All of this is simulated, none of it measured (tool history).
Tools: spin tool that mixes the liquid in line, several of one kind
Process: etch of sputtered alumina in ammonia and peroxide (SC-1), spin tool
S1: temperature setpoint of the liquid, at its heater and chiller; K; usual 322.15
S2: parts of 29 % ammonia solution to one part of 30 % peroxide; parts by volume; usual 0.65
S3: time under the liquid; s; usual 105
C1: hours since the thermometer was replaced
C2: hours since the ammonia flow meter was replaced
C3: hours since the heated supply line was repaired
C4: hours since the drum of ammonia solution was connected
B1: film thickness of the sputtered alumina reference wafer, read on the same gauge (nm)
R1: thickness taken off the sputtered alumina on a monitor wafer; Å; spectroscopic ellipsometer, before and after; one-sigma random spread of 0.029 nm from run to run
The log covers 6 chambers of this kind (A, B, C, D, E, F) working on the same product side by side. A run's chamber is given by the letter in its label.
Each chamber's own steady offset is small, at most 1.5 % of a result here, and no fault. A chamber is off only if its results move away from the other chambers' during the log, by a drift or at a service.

| run | hour | S1 | S2 | S3 | C1 | C2 | C3 | C4 | B1 | R1 |
|---|---|---|---|---|---|---|---|---|---|---|
| 1D | 8.8 | 322.15 | 0.65 | 105 | 671.8 | 109.7 | 1392.5 | 715.2 | 100.010 | 57.777 |
| 2B | 18.9 | 322.15 | 0.65 | 105 | 173.9 | 920.8 | 1217.0 | 31.5 | 100.010 | 57.803 |
| 3E | 28.5 | 322.15 | 0.65 | 105 | 1140.5 | 2356.3 | 588.6 | 57.8 | 99.984 | 57.328 |
| 4F | 36.2 | 322.15 | 0.65 | 105 | 1215.6 | 137.6 | 249.2 | 916.5 | 99.991 | 57.323 |
| 5C | 45.6 | 322.15 | 0.65 | 105 | 2513.5 | 895.9 | 1079.8 | 173.7 | 100.020 | 58.095 |
| 6A | 58.8 | 322.15 | 0.65 | 105 | 175.9 | 494.6 | 76.0 | 73.7 | 99.987 | 57.141 |
| 7F | 67.1 | 322.15 | 0.65 | 105 | 1246.5 | 168.5 | 280.1 | 947.4 | 100.000 | 57.518 |
|  | 75.2 | chamber D: new drum of ammonia solution connected |
| 8D | 77.0 | 322.15 | 0.65 | 105 | 740.0 | 177.9 | 1460.7 | 1.9 | 100.010 | 57.541 |
|  | 82.5 | chamber C: thermometer replaced |
| 9C | 88.2 | 322.15 | 0.65 | 105 | 5.7 | 938.5 | 1122.4 | 216.3 | 100.000 | 57.921 |
| 10A | 98.0 | 322.15 | 0.65 | 105 | 215.1 | 533.8 | 115.2 | 112.9 | 99.973 | 57.135 |
| 11B | 111.0 | 322.15 | 0.85 | 105 | 266.0 | 1012.9 | 1309.1 | 123.6 | 100.010 | 59.258 |
| 12E | 120.8 | 322.15 | 0.85 | 105 | 1232.8 | 2448.6 | 680.9 | 150.1 | 100.010 | 58.756 |
| 13E | 134.1 | 322.15 | 0.85 | 105 | 1246.1 | 2461.9 | 694.2 | 163.4 | 99.983 | 59.207 |
|  | 137.1 | chamber F: new drum of ammonia solution connected |
| 14B | 142.0 | 322.15 | 0.85 | 105 | 297.0 | 1043.9 | 1340.1 | 154.6 | 100.010 | 58.752 |
| 15A | 150.2 | 322.15 | 0.85 | 105 | 267.3 | 586.0 | 167.4 | 165.1 | 100.000 | 58.208 |
|  | 157.3 | chamber E: new drum of ammonia solution connected |
| 16D | 160.0 | 322.15 | 0.85 | 105 | 823.0 | 260.9 | 1543.7 | 84.9 | 100.000 | 58.510 |
|  | 171.8 | chamber D: heated supply line repaired |
| 17F | 174.0 | 322.15 | 0.65 | 105 | 1353.4 | 275.4 | 387.0 | 36.9 | 100.010 | 57.524 |
| 18C | 184.6 | 322.15 | 0.65 | 105 | 102.1 | 1034.9 | 1218.8 | 312.7 | 99.998 | 58.108 |
| 19E | 194.1 | 322.15 | 0.65 | 105 | 1306.1 | 2521.9 | 754.2 | 36.8 | 99.987 | 57.176 |
| 20D | 201.8 | 322.15 | 0.65 | 105 | 864.8 | 302.7 | 30.1 | 126.7 | 100.010 | 56.445 |
|  | 204.0 | chamber E: ammonia flow meter replaced |
| 21A | 209.9 | 322.15 | 0.65 | 105 | 327.0 | 645.7 | 227.1 | 224.8 | 100.010 | 55.997 |
| 22C | 222.8 | 322.15 | 0.65 | 105 | 140.3 | 1073.1 | 1257.0 | 350.9 | 100.010 | 58.367 |
|  | 232.8 | chamber B: new drum of ammonia solution connected |
|  | 234.8 | chamber C: ammonia flow meter replaced |
| 23F | 235.0 | 322.15 | 0.65 | 105 | 1414.4 | 336.4 | 448.0 | 97.9 | 99.988 | 57.351 |
| 24B | 241.8 | 322.15 | 0.65 | 105 | 396.8 | 1143.7 | 1439.9 | 9.0 | 100.020 | 57.368 |
| 25A | 250.6 | 322.15 | 0.65 | 105 | 367.7 | 686.4 | 267.8 | 265.5 | 99.995 | 56.742 |
| 26F | 260.2 | 322.15 | 0.65 | 105 | 1439.6 | 361.6 | 473.2 | 123.1 | 100.010 | 57.865 |
| 27B | 274.0 | 313.15 | 0.65 | 105 | 429.0 | 1175.9 | 1472.1 | 41.2 | 99.998 | 34.762 |
| 28D | 288.1 | 313.15 | 0.65 | 105 | 951.1 | 389.0 | 116.4 | 213.0 | 100.000 | 32.876 |
| 29C | 300.4 | 313.15 | 0.65 | 105 | 217.9 | 65.6 | 1334.6 | 428.5 | 99.999 | 34.871 |
| 30E | 308.3 | 313.15 | 0.65 | 105 | 1420.3 | 104.3 | 868.4 | 151.0 | 100.020 | 34.394 |
| 31B | 322.1 | 313.15 | 0.65 | 105 | 477.1 | 1224.0 | 1520.2 | 89.3 | 99.996 | 34.817 |
| 32F | 330.1 | 313.15 | 0.65 | 105 | 1509.5 | 431.5 | 543.1 | 193.0 | 100.010 | 34.442 |
| 33C | 340.8 | 322.15 | 0.65 | 105 | 258.3 | 106.0 | 1375.0 | 468.9 | 99.985 | 57.905 |
|  | 342.7 | chamber E: new drum of ammonia solution connected |
| 34D | 347.9 | 322.15 | 0.65 | 105 | 1010.9 | 448.8 | 176.2 | 272.8 | 100.000 | 55.425 |
| 35A | 357.0 | 322.15 | 0.65 | 105 | 474.1 | 792.8 | 374.2 | 371.9 | 100.010 | 56.597 |
| 36E | 366.2 | 322.15 | 0.65 | 105 | 1478.2 | 162.2 | 926.3 | 23.6 | 99.991 | 57.467 |

Each of the 6 chambers runs these same settings next. Fill in every chamber's results:
| 37A | 377.0 | 322.15 | 0.65 | 105 |  |  |  |  |  | ? |
| 37B | 377.0 | 322.15 | 0.65 | 105 |  |  |  |  |  | ? |
| 37C | 377.0 | 322.15 | 0.65 | 105 |  |  |  |  |  | ? |
| 37D | 377.0 | 322.15 | 0.65 | 105 |  |  |  |  |  | ? |
| 37E | 377.0 | 322.15 | 0.65 | 105 |  |  |  |  |  | ? |
| 37F | 377.0 | 322.15 | 0.65 | 105 |  |  |  |  |  | ? |

| run | R1 |
|---|---|
| 37A | 57.062 |
| 37B | 57.799 |
| 37C | 58.275 |
| 37D | 54.751 |
| 37E | 57.649 |
| 37F | 57.802 |

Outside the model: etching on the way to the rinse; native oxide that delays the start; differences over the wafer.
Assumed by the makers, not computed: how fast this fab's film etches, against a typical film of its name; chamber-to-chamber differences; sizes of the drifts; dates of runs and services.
